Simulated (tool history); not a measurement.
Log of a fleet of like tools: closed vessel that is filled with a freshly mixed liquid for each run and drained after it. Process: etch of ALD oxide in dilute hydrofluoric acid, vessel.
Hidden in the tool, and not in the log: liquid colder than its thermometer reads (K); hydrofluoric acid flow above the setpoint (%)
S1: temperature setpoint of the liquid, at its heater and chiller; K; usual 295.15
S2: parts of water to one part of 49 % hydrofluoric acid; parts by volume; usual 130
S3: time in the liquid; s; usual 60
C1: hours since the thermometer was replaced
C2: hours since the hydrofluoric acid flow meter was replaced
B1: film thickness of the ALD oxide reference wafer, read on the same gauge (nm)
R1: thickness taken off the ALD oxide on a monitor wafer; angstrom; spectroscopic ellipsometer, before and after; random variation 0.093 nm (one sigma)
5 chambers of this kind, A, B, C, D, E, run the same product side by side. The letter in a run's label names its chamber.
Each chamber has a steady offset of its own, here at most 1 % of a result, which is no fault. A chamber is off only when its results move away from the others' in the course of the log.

| run | hour | S1 | S2 | S3 | C1 | C2 | B1 | R1 |
|---|---|---|---|---|---|---|---|---|
| 1C | 4.9 | 295.15 | 130 | 60 | 306.8 | 1514.1 | 70.019 | 130.51 |
| 2D | 8.9 | 295.15 | 130 | 60 | 1654.7 | 1341.2 | 69.974 | 128.1 |
| 3E | 12 | 295.15 | 130 | 60 | 672.7 | 585 | 70.005 | 128.12 |
| 4A | 16.1 | 295.15 | 130 | 60 | 317.3 | 33.2 | 70 | 130.33 |
| 5B | 18.8 | 295.15 | 130 | 60 | 664.5 | 734 | 70.014 | 127.12 |
| 6A | 23 | 295.15 | 130 | 60 | 324.2 | 40.1 | 70.069 | 130.11 |
| 7D | 27.5 | 295.15 | 130 | 60 | 1673.3 | 1359.8 | 69.965 | 129.73 |
| 8E | 31.1 | 295.15 | 130 | 60 | 691.8 | 604.1 | 70.006 | 127.36 |
| 9B | 35.6 | 295.15 | 130 | 60 | 681.3 | 750.8 | 70.038 | 130.09 |
| 10C | 40.1 | 295.15 | 130 | 60 | 342 | 1549.3 | 70.008 | 130.62 |
| 11A | 44.2 | 295.15 | 130 | 60 | 345.4 | 61.3 | 70.016 | 129.39 |
| 12D | 49.1 | 295.15 | 130 | 60 | 1694.9 | 1381.4 | 70.034 | 128.24 |
| 13B | 52.6 | 295.15 | 130 | 60 | 698.3 | 767.8 | 69.97 | 131.12 |
| 14E | 57.4 | 295.15 | 130 | 60 | 718.1 | 630.4 | 69.977 | 129.05 |
| 15C | 61.3 | 295.15 | 130 | 60 | 363.2 | 1570.5 | 70.012 | 129.83 |
| 16A | 64.7 | 295.15 | 130 | 60 | 365.9 | 81.8 | 70.019 | 129.89 |
| 17B | 67.2 | 295.15 | 130 | 60 | 712.9 | 782.4 | 69.994 | 132.8 |
| 18C | 69.5 | 295.15 | 130 | 60 | 371.4 | 1578.7 | 69.999 | 129.72 |
| 19E | 72.3 | 291.65 | 190 | 60 | 733 | 645.3 | 69.969 | 72.37 |
| 20D | 77.5 | 291.65 | 190 | 60 | 1723.3 | 1409.8 | 70.03 | 71.399 |
| 21A | 80.5 | 291.65 | 190 | 60 | 381.7 | 97.6 | 70.035 | 71.983 |
| 22D | 84.5 | 291.65 | 190 | 60 | 1730.3 | 1416.8 | 70.005 | 71.654 |
|  | 86.6 | chamber C: hydrofluoric acid flow meter replaced |
| 23E | 87.3 | 291.65 | 190 | 60 | 748 | 660.3 | 69.989 | 71.684 |
|  | 89.3 | chamber D: hydrofluoric acid flow meter replaced |
| 24C | 92.4 | 295.15 | 130 | 60 | 394.3 | 5.9 | 70.004 | 129.67 |
| 25B | 94.9 | 295.15 | 130 | 60 | 740.6 | 810.1 | 70.016 | 136.52 |
| 26D | 99 | 295.15 | 130 | 60 | 1744.8 | 9.7 | 69.996 | 129.12 |
| 27B | 101.8 | 295.15 | 175 | 60 | 747.5 | 817 | 70.011 | 98.114 |
| 28A | 104.9 | 295.15 | 175 | 60 | 406.1 | 122 | 69.993 | 91.094 |
| 29C | 109.4 | 295.15 | 175 | 60 | 411.3 | 22.9 | 70.003 | 91.549 |
| 30E | 112.4 | 295.15 | 175 | 60 | 773.1 | 685.4 | 70.025 | 89.728 |
| 31D | 116.2 | 295.15 | 175 | 60 | 1762 | 26.9 | 70.011 | 91.549 |
| 32E | 119 | 295.15 | 130 | 60 | 779.7 | 692 | 70.039 | 128.92 |
| 33B | 124.1 | 295.15 | 130 | 60 | 769.8 | 839.3 | 70.012 | 138.53 |

Next, every chamber runs the same settings. What will each give?
| 34A | 127.8 | 298.15 | 130 | 60 |  |  |  | ? |
| 34B | 127.8 | 298.15 | 130 | 60 |  |  |  | ? |
| 34C | 127.8 | 298.15 | 130 | 60 |  |  |  | ? |
| 34D | 127.8 | 298.15 | 130 | 60 |  |  |  | ? |
| 34E | 127.8 | 298.15 | 130 | 60 |  |  |  | ? |

| run | R1 |
|---|---|
| 34A | 145.79 |
| 34B | 156.77 |
| 34C | 146.72 |
| 34D | 143.11 |
| 34E | 143.25 |
